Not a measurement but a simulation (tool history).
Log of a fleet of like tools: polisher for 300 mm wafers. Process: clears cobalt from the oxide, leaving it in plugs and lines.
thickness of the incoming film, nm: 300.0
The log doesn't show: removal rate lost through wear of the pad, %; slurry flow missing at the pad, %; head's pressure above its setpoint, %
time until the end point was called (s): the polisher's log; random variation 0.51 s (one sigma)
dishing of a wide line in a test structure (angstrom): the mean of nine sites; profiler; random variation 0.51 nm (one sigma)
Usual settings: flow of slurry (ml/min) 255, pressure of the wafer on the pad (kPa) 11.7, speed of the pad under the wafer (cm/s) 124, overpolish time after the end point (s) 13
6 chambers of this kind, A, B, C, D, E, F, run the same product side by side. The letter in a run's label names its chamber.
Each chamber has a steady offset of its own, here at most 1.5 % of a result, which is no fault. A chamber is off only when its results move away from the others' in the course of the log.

run   hour  flow of slurry (ml/min)  pressure of the wafer on the pad (kPa)  speed of the pad under the wafer (cm/s)  overpolish time after the end point (s)  wafers polished on this pad  hours since the slurry nozzle was cleaned  hours since the head pressure was calibrated  time until the end point was called (s)  dishing of a wide line in a test structure (angstrom)
       0.3  -- chamber C: worn pad replaced by a new one
 1E    5.7                      255                                    11.7                                      124                                       13                          981                                      537.2                                          98.1                                   50.399                                                 315.69
      12.9  -- chamber E: worn pad replaced by a new one
 2F   16.7                      255                                    11.7                                      124                                       13                          499                                      233.2                                         305.2                                   49.877                                                    323
      24.3  -- chamber A: slurry nozzle cleaned
 3B   24.8                      255                                    11.7                                      124                                       13                          848                                       32.2                                         235.8                                   49.334                                                 317.96
      31.2  -- chamber B: worn pad replaced by a new one
 4C   34.5                      255                                    11.7                                      124                                       13                          418                                        737                                         352.2                                   50.055                                                 310.67
 5D   44.5                      255                                    11.7                                      124                                       13                          775                                      583.1                                           361                                   50.368                                                 305.38
 6A   52.3                      255                                    11.7                                      124                                       13                          952                                         28                                         636.5                                   50.905                                                 318.96
      54.7  -- chamber A: worn pad replaced by a new one
        57  -- chamber D: worn pad replaced by a new one
 7E   62.1                      255                                    11.7                                      124                                       13                          602                                      593.6                                         154.5                                   49.973                                                 317.41
      64.5  -- chamber C: slurry nozzle cleaned
 8F   70.1                      255                                    11.7                                      124                                       13                         1152                                      286.6                                         358.6                                   50.611                                                 315.26
      80.1  -- chamber F: worn pad replaced by a new one
 9B   80.9                      255                                    11.7                                      124                                       13                          608                                       88.3                                         291.9                                    50.04                                                 323.55
10D   88.6                      255                                    11.7                                      124                                       13                          387                                      627.2                                         405.1                                    50.45                                                 312.67
11C   98.8                      255                                    11.7                                      124                                       13                         1205                                       34.4                                         416.5                                   50.412                                                 313.08
     103.8  -- chamber B: head pressure recalibrated
12A  105.5                      255                                    11.7                                      124                                       13                          622                                       81.2                                         689.7                                   50.618                                                 325.84
     109.7  -- chamber E: worn pad replaced by a new one
     111.4  -- chamber B: worn pad replaced by a new one
13A  116.3                      220                                    11.7                                      158                                       13                          754                                         92                                         700.5                                   40.041                                                 331.41
     122.5  -- chamber C: worn pad replaced by a new one
14B  126.6                      220                                    11.7                                      158                                       13                          186                                        134                                          22.8                                   38.845                                                 339.62
15D  136.3                      220                                    11.7                                      158                                       13                          970                                      674.9                                         452.8                                   40.634                                                 334.78
     136.9  -- chamber D: worn pad replaced by a new one
     138.8  -- chamber A: worn pad replaced by a new one
16E  146.4                      220                                    11.7                                      158                                       13                          449                                      677.9                                         238.8                                    40.66                                                 335.73
17F  154.6                      220                                    11.7                                      158                                       13                          912                                      371.1                                         443.1                                   40.067                                                 341.02
18C  163.7                      220                                    11.7                                      158                                       13                          505                                       99.3                                         481.4                                   39.508                                                 333.39
19E  171.6                      255                                    11.7                                      124                                       13                          757                                      703.1                                           264                                   50.661                                                 317.93
20F  176.6                      255                                    11.7                                      124                                       13                         1181                                      393.1                                         465.1                                   50.499                                                 314.61
     182.5  -- chamber B: worn pad replaced by a new one
21D  183.4                      255                                    11.7                                      124                                       13                          569                                        722                                         499.9                                   50.901                                                  324.9
22C  194.1                      255                                    11.7                                      124                                       13                          876                                      129.7                                         511.8                                   49.701                                                 324.67
     194.8  -- chamber F: worn pad replaced by a new one
23B    199                      255                                     8.3                                       96                                       13                          202                                      206.4                                          95.2                                   90.638                                                 246.68
     202.2  -- chamber D: worn pad replaced by a new one
24A    205                      255                                     8.3                                       96                                       13                          810                                      180.7                                         789.2                                   91.203                                                 252.32
     208.5  -- chamber A: worn pad replaced by a new one
     211.2  -- chamber E: worn pad replaced by a new one
25C  215.7                      255                                     8.3                                       96                                       13                         1141                                      151.3                                         533.4                                   91.739                                                 248.65
       216  -- chamber E: slurry nozzle cleaned
26A  223.9                      255                                     8.3                                       96                                       13                          189                                      199.6                                         808.1                                   92.143                                                 254.89
27F  230.8                      255                                     8.3                                       96                                       13                          441                                      447.3                                         519.3                                    91.05                                                  261.9
     236.6  -- chamber C: worn pad replaced by a new one
28D  239.5                      255                                     8.3                                       96                                       13                          457                                      778.1                                           556                                   91.284                                                 251.77
29B    249                      255                                    11.7                                      124                                       13                          814                                      256.4                                         145.2                                   49.733                                                 316.06
     253.3  -- chamber B: worn pad replaced by a new one
30E  258.9                      255                                    11.7                                      124                                       13                          584                                         43                                         351.3                                   51.304                                                 317.17
31C  268.4                      255                                    11.7                                      124                                       13                          389                                        204                                         586.1                                   49.047                                                 320.32
32A  275.9                      255                                    13.1                                      124                                       13                          825                                      251.6                                         860.1                                   44.639                                                 326.38
     276.6  -- chamber D: worn pad replaced by a new one
33D  282.1                      255                                    13.1                                      124                                       13                           67                                      820.7                                         598.6                                   44.575                                                 325.41
     286.1  -- chamber A: worn pad replaced by a new one
34E  292.9                      255                                    13.1                                      124                                       13                         1000                                         77                                         385.3                                   44.826                                                  338.9
35F  300.3                      255                                    13.1                                      124                                       13                         1291                                      516.8                                         588.8                                   44.704                                                 331.46
36B  307.1                      255                                    13.1                                      124                                       13                          659                                      314.5                                         203.3                                   44.661                                                 335.37
37A  311.9                      255                                    13.1                                      124                                       13                          316                                      287.6                                         896.1                                    45.11                                                  327.2
     318.3  -- chamber E: worn pad replaced by a new one
     319.1  -- chamber B: worn pad replaced by a new one
38F  320.5                      255                                    11.7                                      124                                       13                         1538                                        537                                           609                                    50.95                                                 319.75
39C  329.6                      255                                    11.7                                      124                                       13                         1138                                      265.2                                         647.3                                   50.703                                                 319.18
40D  336.1                      255                                    11.7                                      124                                       13                          728                                      874.7                                         652.6                                   49.479                                                  321.7
41B  345.6                      255                                    11.7                                      124                                       13                          324                                        353                                         241.8                                   50.177                                                 330.92
42E  352.3                      255                                    15.2                                      124                                       13                          417                                      136.4                                         444.7                                   38.306                                                 341.71
43B  360.2                      255                                    15.2                                      124                                       13                          503                                      367.6                                         256.4                                   39.067                                                 345.78

Next, every chamber runs the same settings. What will each give?
44A   368                      255                                    11.7                                      124                                        7                                                                                                                                                              ?                                                      ?
44B   368                      255                                    11.7                                      124                                        7                                                                                                                                                              ?                                                      ?
44C   368                      255                                    11.7                                      124                                        7                                                                                                                                                              ?                                                      ?
44D   368                      255                                    11.7                                      124                                        7                                                                                                                                                              ?                                                      ?
44E   368                      255                                    11.7                                      124                                        7                                                                                                                                                              ?                                                      ?
44F   368                      255                                    11.7                                      124                                        7                                                                                                                                                              ?                                                      ?

run  time until the end point was called (s)  dishing of a wide line in a test structure (angstrom)
44A                                   49.567                                                 239.75
44B                                   49.322                                                 243.15
44C                                   50.394                                                 241.84
44D                                   50.057                                                 240.76
44E                                   49.724                                                 248.11
44F                                   49.713                                                 253.47

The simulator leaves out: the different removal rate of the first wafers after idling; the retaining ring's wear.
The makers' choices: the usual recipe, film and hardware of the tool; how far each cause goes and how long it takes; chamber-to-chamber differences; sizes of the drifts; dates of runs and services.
